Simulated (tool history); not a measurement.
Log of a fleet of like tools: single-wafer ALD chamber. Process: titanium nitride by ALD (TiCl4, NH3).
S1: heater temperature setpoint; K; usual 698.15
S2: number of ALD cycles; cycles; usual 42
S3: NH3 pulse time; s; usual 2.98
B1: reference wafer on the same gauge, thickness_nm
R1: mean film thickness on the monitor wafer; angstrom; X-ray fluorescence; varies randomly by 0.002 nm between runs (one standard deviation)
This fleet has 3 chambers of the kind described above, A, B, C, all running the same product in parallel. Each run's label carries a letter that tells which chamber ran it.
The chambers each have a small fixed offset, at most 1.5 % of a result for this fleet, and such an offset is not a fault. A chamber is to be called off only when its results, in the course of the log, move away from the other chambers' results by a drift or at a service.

Run 1B, hour 5.7: usual settings; B1 1.0312. Result: R1 9.5736 angstrom.
Run 2A, hour 12.4: usual settings; B1 1.031. Result: R1 9.3827 angstrom.
Run 3C, hour 18.1: usual settings; B1 1.0306. Result: R1 9.4275 angstrom.
Run 4A, hour 26.3: usual settings; B1 1.031. Result: R1 9.4006 angstrom.
Run 5B, hour 35.4: usual settings; B1 1.0306. Result: R1 9.5423 angstrom.
Run 6C, hour 44.4: usual settings; B1 1.031. Result: R1 9.4689 angstrom.
Run 7B, hour 54.1: usual settings; B1 1.0311. Result: R1 9.5823 angstrom.
Run 8A, hour 66.6: usual settings; B1 1.0302. Result: R1 9.3972 angstrom.
Run 9C, hour 72.7: usual settings; B1 1.0311. Result: R1 9.4197 angstrom.
Run 10A, hour 83: usual settings but S2 50 cycles, S3 3.36 s; B1 1.0309. Result: R1 11.17 angstrom.
Run 11C, hour 88.7: usual settings but S2 50 cycles, S3 3.36 s; B1 1.0308. Result: R1 11.251 angstrom.
Run 12B, hour 96.2: usual settings but S2 50 cycles, S3 3.36 s; B1 1.0311. Result: R1 11.361 angstrom.
Run 13A, hour 104: usual settings; B1 1.0303. Result: R1 9.4015 angstrom.
Run 14C, hour 112.3: usual settings; B1 1.0308. Result: R1 9.4598 angstrom.
Run 15B, hour 124.1: usual settings; B1 1.0315. Result: R1 9.5417 angstrom.
Run 16C, hour 131.3: usual settings but S2 39 cycles, S3 3.85 s; B1 1.0309. Result: R1 8.8107 angstrom.
Run 17A, hour 142.7: usual settings but S2 39 cycles, S3 3.85 s; B1 1.0313. Result: R1 8.7695 angstrom.
Run 18B, hour 149.1: usual settings but S2 39 cycles, S3 3.85 s; B1 1.0313. Result: R1 8.9211 angstrom.
Run 19C, hour 158.5: usual settings; B1 1.0312. Result: R1 9.4064 angstrom.
Run 20B, hour 166.8: usual settings; B1 1.0308. Result: R1 9.5631 angstrom.

Which is it: a chamber that has drifted or been left off by a service, a gauge drift common to all chambers, or only each chamber's usual small offset? If a chamber is off, name it and its likeliest cause.

Neither any chamber nor the gauge drifts; the chambers differ only by their own small, steady offsets.
